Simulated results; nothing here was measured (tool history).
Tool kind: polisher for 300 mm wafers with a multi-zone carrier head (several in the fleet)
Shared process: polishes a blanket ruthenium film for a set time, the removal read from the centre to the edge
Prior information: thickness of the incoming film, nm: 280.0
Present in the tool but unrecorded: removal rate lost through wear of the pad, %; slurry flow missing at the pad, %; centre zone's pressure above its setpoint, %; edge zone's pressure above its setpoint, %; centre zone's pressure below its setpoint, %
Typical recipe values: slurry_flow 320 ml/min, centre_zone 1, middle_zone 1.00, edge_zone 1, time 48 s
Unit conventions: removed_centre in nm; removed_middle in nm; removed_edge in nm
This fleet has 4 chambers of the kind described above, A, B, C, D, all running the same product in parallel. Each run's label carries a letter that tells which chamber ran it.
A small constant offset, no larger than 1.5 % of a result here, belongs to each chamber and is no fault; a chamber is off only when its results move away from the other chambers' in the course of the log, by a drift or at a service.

run	day	slurry_flow	centre_zone	middle_zone	edge_zone	time	wafers polished on this pad	hours since the slurry nozzle was cleaned	hours since the centre zone pressure was calibrated	hours since the edge zone pressure was calibrated	removed_centre	removed_middle	removed_edge
1C	0.188	320	1	1.00	1	48	606	57.8	147.9	418.7	35.053	35.356	35.415
2A	0.512	320	1	1.00	1	48	593	339.5	632.6	830.3	35.769	35.794	35.618
# day 0.654: chamber D: worn pad replaced by a new one
3D	0.779	320	1	1.00	1	48	38	96.4	231.5	468.1	35.559	35.877	36.544
4B	1.058	320	1	1.00	1	48	857	661.0	626.9	403.8	36.539	36.248	35.987
5D	1.238	320	1	1.00	1	48	179	107.4	242.5	479.1	35.919	35.801	35.615
# day 1.288: chamber B: slurry nozzle cleaned
# day 1.292: chamber B: worn pad replaced by a new one
6C	1.592	320	1	1.00	1	48	1038	91.5	181.6	452.4	35.345	36.328	36.776
7B	1.821	320	1	1.00	1	48	163	12.9	645.2	422.1	35.765	35.331	35.740
8A	2.012	320	1	1.00	1	48	1055	375.5	668.6	866.3	35.662	35.642	36.577
9B	2.179	320	1	1.00	1	48	273	21.5	653.8	430.7	35.259	36.000	35.611
10A	2.412	320	1	1.00	1	48	1178	385.1	678.2	875.9	36.345	35.514	36.724
# day 2.554: chamber C: worn pad replaced by a new one
11C	2.671	320	1	1.00	1	38	36	117.4	207.5	478.3	28.733	27.830	28.741
# day 3.004: chamber A: worn pad replaced by a new one
12D	3.012	320	1	1.00	1	38	726	150.0	285.1	521.7	28.712	28.454	28.215
# day 3.200: chamber A: centre zone pressure recalibrated
13A	3.292	320	1	1.00	1	38	89	406.2	2.2	897.0	31.073	28.381	27.822
14D	3.512	320	1	1.00	1	38	879	162.0	297.1	533.7	28.512	28.420	27.848
15C	3.862	320	1	1.00	1	48	402	146.0	236.1	506.9	35.097	35.607	35.727
# day 3.946: chamber B: worn pad replaced by a new one
# day 3.954: chamber D: worn pad replaced by a new one
16B	4.071	320	1	1.00	1	48	39	66.9	699.2	476.1	36.696	35.362	36.208
17D	4.408	320	1	1.11	1	33	140	183.5	318.6	555.2	24.345	27.653	25.151
18C	4.683	320	1	1.11	1	33	655	165.7	255.8	526.6	24.701	27.290	24.528
19B	4.933	320	1	1.11	1	33	305	87.6	719.9	496.8	24.706	27.022	24.229
20A	5.283	320	1	1.11	1	33	702	454.0	50.0	944.8	25.907	26.886	25.010
21D	5.592	320	1	1.00	1	48	504	211.9	347.0	583.6	36.048	36.455	36.436
# day 5.754: chamber B: edge zone pressure recalibrated
# day 5.754: chamber D: centre zone pressure recalibrated
22B	5.921	320	1	1.00	1	48	608	111.3	743.6	4.1	35.741	35.502	36.279
# day 6.233: chamber C: worn pad replaced by a new one
23C	6.254	320	1	1.00	1	48	7	203.4	293.5	564.3	35.274	35.535	35.434
24A	6.492	320	1	1.00	1	48	1074	483.0	79.0	973.8	38.360	35.737	35.831
25D	6.758	320	1	1.00	1	48	863	239.9	24.2	611.6	36.177	36.189	36.255
# day 6.771: chamber B: worn pad replaced by a new one
26A	6.988	320	1	1.00	1	48	1226	494.9	90.9	985.7	37.204	35.315	35.695
27B	7.288	320	1	1.00	1	48	159	144.1	776.4	36.9	35.881	34.960	36.135
# day 7.442: chamber A: edge zone pressure recalibrated
28C	7.567	320	1	1.00	1	48	411	234.9	325.0	595.8	35.159	36.322	35.747
29A	7.750	320	1	1.00	1	48	1461	513.2	109.2	7.4	38.782	36.165	34.833
30B	8.004	320	1	1.00	1	48	379	161.3	793.6	54.1	36.357	35.776	35.679

Has any chamber moved away from the others, gradually or after a service, or does the common gauge drift, or do the chambers differ only by their own small steady offsets? State the chamber and the most likely cause if one applies.

A service left chamber A off against the others.
Likeliest cause: centre zone's pressure above its setpoint, % = 6.84.

Below are 4 candidate recipes for chamber A's next run, each the usual settings with a change, their results shown as question marks. Which of them brings A's results back in line with what the other chambers give on the usual settings?
Allowed miss from the other chambers' usual-settings mean, per result, to count as in line: removed_centre 1.700 nm; removed_middle 1.300 nm; removed_edge 1.800 nm
31A-1	8.262	325	1.06	0.98	0.98	48					?	?	?
31A-2	8.262	315	0.94	1.02	1.02	48					?	?	?
31A-3	8.262	325	1.12	0.96	0.96	49					?	?	?
31A-4	8.262	315	0.88	1.04	1.04	47					?	?	?

Other chambers, usual settings, mean: removed_centre 35.727 nm; removed_middle 35.898 nm; removed_edge 35.808 nm
run	removed_centre	removed_middle	removed_edge
31A-1	40.970	34.988	35.352
31A-2	35.865	36.226	36.012
31A-3	44.370	35.033	35.711
31A-4	32.681	36.127	35.622
31A-2 is the one that brings the chamber's results back in line with the other chambers.

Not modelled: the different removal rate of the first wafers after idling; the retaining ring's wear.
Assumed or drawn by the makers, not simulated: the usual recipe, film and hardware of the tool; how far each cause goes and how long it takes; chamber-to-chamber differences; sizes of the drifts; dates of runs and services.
